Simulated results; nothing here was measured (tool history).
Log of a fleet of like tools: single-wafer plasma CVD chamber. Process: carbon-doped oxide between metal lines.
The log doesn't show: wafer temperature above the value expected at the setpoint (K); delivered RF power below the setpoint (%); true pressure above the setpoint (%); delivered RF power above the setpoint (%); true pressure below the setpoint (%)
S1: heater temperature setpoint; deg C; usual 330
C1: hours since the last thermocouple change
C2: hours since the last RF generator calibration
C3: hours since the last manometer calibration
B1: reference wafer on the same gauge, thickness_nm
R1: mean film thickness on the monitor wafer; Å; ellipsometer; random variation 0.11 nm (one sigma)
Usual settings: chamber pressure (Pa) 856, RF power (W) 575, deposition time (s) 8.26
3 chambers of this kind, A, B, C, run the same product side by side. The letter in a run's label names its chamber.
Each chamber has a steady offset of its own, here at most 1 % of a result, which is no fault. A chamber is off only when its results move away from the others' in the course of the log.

{"run": "1C", "day": 0.221, "S1": 330, "chamber pressure (Pa)": 856, "RF power (W)": 575, "deposition time (s)": 8.26, "C1": 551.3, "C2": 2091, "C3": 2059.7, "B1": 49.691, "R1": 513.39}
{"run": "2A", "day": 0.588, "S1": 330, "chamber pressure (Pa)": 856, "RF power (W)": 575, "deposition time (s)": 8.26, "C1": 2162.1, "C2": 313.1, "C3": 140.1, "B1": 49.69, "R1": 515.37}
{"run": "3B", "day": 1.004, "S1": 330, "chamber pressure (Pa)": 856, "RF power (W)": 575, "deposition time (s)": 8.26, "C1": 701.6, "C2": 1338.3, "C3": 102.4, "B1": 49.723, "R1": 517.12}
{"day": 1.146, "done": "chamber B: RF generator calibrated"}
{"run": "4B", "day": 1.304, "S1": 330, "chamber pressure (Pa)": 856, "RF power (W)": 575, "deposition time (s)": 8.26, "C1": 708.8, "C2": 3.8, "C3": 109.6, "B1": 49.705, "R1": 516.28}
{"day": 1.467, "done": "chamber C: capacitance manometer re-zeroed and calibrated"}
{"run": "5C", "day": 1.667, "S1": 330, "chamber pressure (Pa)": 856, "RF power (W)": 575, "deposition time (s)": 8.26, "C1": 586, "C2": 2125.7, "C3": 4.9, "B1": 49.72, "R1": 511.32}
{"run": "6A", "day": 1.921, "S1": 330, "chamber pressure (Pa)": 856, "RF power (W)": 575, "deposition time (s)": 8.26, "C1": 2194.1, "C2": 345.1, "C3": 172.1, "B1": 49.691, "R1": 513.83}
{"run": "7B", "day": 2.304, "S1": 330, "chamber pressure (Pa)": 856, "RF power (W)": 575, "deposition time (s)": 8.26, "C1": 732.8, "C2": 27.8, "C3": 133.6, "B1": 49.678, "R1": 516.01}
{"run": "8C", "day": 2.521, "S1": 330, "chamber pressure (Pa)": 856, "RF power (W)": 575, "deposition time (s)": 8.26, "C1": 606.5, "C2": 2146.2, "C3": 25.4, "B1": 49.718, "R1": 512.17}
{"run": "9A", "day": 2.733, "S1": 330, "chamber pressure (Pa)": 856, "RF power (W)": 575, "deposition time (s)": 8.26, "C1": 2213.6, "C2": 364.6, "C3": 191.6, "B1": 49.734, "R1": 515.15}
{"run": "10A", "day": 3.121, "S1": 330, "chamber pressure (Pa)": 993, "RF power (W)": 575, "deposition time (s)": 8.26, "C1": 2222.9, "C2": 373.9, "C3": 200.9, "B1": 49.673, "R1": 519.58}
{"day": 3.271, "done": "chamber C: RF generator calibrated"}
{"run": "11B", "day": 3.5, "S1": 330, "chamber pressure (Pa)": 993, "RF power (W)": 575, "deposition time (s)": 8.26, "C1": 761.5, "C2": 56.5, "C3": 162.3, "B1": 49.705, "R1": 520.98}
{"run": "12C", "day": 3.892, "S1": 330, "chamber pressure (Pa)": 993, "RF power (W)": 575, "deposition time (s)": 8.26, "C1": 639.4, "C2": 15, "C3": 58.3, "B1": 49.701, "R1": 515}
{"run": "13A", "day": 4.192, "S1": 330, "chamber pressure (Pa)": 856, "RF power (W)": 575, "deposition time (s)": 8.26, "C1": 2248.6, "C2": 399.6, "C3": 226.6, "B1": 49.701, "R1": 512.78}
{"run": "14B", "day": 4.475, "S1": 330, "chamber pressure (Pa)": 856, "RF power (W)": 575, "deposition time (s)": 8.26, "C1": 784.9, "C2": 79.9, "C3": 185.7, "B1": 49.694, "R1": 515.45}
{"run": "15C", "day": 4.671, "S1": 330, "chamber pressure (Pa)": 856, "RF power (W)": 575, "deposition time (s)": 8.26, "C1": 658.1, "C2": 33.7, "C3": 77, "B1": 49.696, "R1": 512.96}
{"run": "16B", "day": 4.908, "S1": 330, "chamber pressure (Pa)": 856, "RF power (W)": 575, "deposition time (s)": 8.26, "C1": 795.3, "C2": 90.3, "C3": 196.1, "B1": 49.694, "R1": 514.04}
{"run": "17C", "day": 5.154, "S1": 330, "chamber pressure (Pa)": 856, "RF power (W)": 575, "deposition time (s)": 8.26, "C1": 669.7, "C2": 45.3, "C3": 88.6, "B1": 49.72, "R1": 513.54}
{"run": "18A", "day": 5.562, "S1": 330, "chamber pressure (Pa)": 856, "RF power (W)": 575, "deposition time (s)": 8.26, "C1": 2281.5, "C2": 432.5, "C3": 259.5, "B1": 49.696, "R1": 509.14}
{"day": 5.692, "done": "chamber A: thermocouple changed; heater temperature recalibrated"}
{"run": "19A", "day": 5.954, "S1": 330, "chamber pressure (Pa)": 856, "RF power (W)": 575, "deposition time (s)": 8.26, "C1": 6.3, "C2": 441.9, "C3": 268.9, "B1": 49.687, "R1": 509.26}
{"run": "20C", "day": 6.229, "S1": 330, "chamber pressure (Pa)": 856, "RF power (W)": 575, "deposition time (s)": 8.26, "C1": 695.5, "C2": 71.1, "C3": 114.4, "B1": 49.716, "R1": 512.28}
{"run": "21B", "day": 6.45, "S1": 330, "chamber pressure (Pa)": 856, "RF power (W)": 575, "deposition time (s)": 8.26, "C1": 832.3, "C2": 127.3, "C3": 233.1, "B1": 49.717, "R1": 516.19}
{"run": "22C", "day": 6.721, "S1": 330, "chamber pressure (Pa)": 856, "RF power (W)": 575, "deposition time (s)": 8.26, "C1": 707.3, "C2": 82.9, "C3": 126.2, "B1": 49.676, "R1": 511.48}
{"run": "23A", "day": 7.108, "S1": 330, "chamber pressure (Pa)": 856, "RF power (W)": 575, "deposition time (s)": 8.26, "C1": 34, "C2": 469.6, "C3": 296.6, "B1": 49.703, "R1": 506.59}
{"run": "24B", "day": 7.312, "S1": 330, "chamber pressure (Pa)": 856, "RF power (W)": 575, "deposition time (s)": 8.26, "C1": 853, "C2": 148, "C3": 253.8, "B1": 49.722, "R1": 517.27}
{"run": "25C", "day": 7.567, "S1": 330, "chamber pressure (Pa)": 856, "RF power (W)": 575, "deposition time (s)": 8.26, "C1": 727.6, "C2": 103.2, "C3": 146.5, "B1": 49.724, "R1": 511.93}
{"run": "26B", "day": 7.971, "S1": 330, "chamber pressure (Pa)": 856, "RF power (W)": 575, "deposition time (s)": 8.26, "C1": 868.8, "C2": 163.8, "C3": 269.6, "B1": 49.693, "R1": 516.87}
{"run": "27A", "day": 8.375, "S1": 330, "chamber pressure (Pa)": 856, "RF power (W)": 575, "deposition time (s)": 8.26, "C1": 64.4, "C2": 500, "C3": 327, "B1": 49.714, "R1": 504.33}

Is one chamber off against the others, does the gauge drift, or is nothing wrong? If a chamber is off, say which, and what the likeliest cause is.

Chamber A drifts away from the others.
Cause: delivered RF power below the setpoint (%) = 3.5.

Here are 4 candidates for chamber A's next run, each the usual settings with a change, their results left as question marks. Which one brings its results back in line with what the others give on the usual settings?
In line means no further than this from the other chambers' mean on the usual settings: R1 4.1 Å
{"run": "28A-1", "day": 8.679, "S1": 330, "chamber pressure (Pa)": 856, "RF power (W)": 570, "deposition time (s)": 8.26, "R1": "?"}
{"run": "28A-2", "day": 8.679, "S1": 330, "chamber pressure (Pa)": 855, "RF power (W)": 570, "deposition time (s)": 8.14, "R1": "?"}
{"run": "28A-3", "day": 8.679, "S1": 330, "chamber pressure (Pa)": 857, "RF power (W)": 580, "deposition time (s)": 8.38, "R1": "?"}
{"run": "28A-4", "day": 8.679, "S1": 330, "chamber pressure (Pa)": 856, "RF power (W)": 575, "deposition time (s)": 8.3, "R1": "?"}

The other chambers' mean on the usual settings: R1 513.93 Å
run=28A-1 R1=500.19
run=28A-2 R1=492.95
run=28A-3 R1=512.79
run=28A-4 R1=505.24
28A-3 brings the chamber back in line.
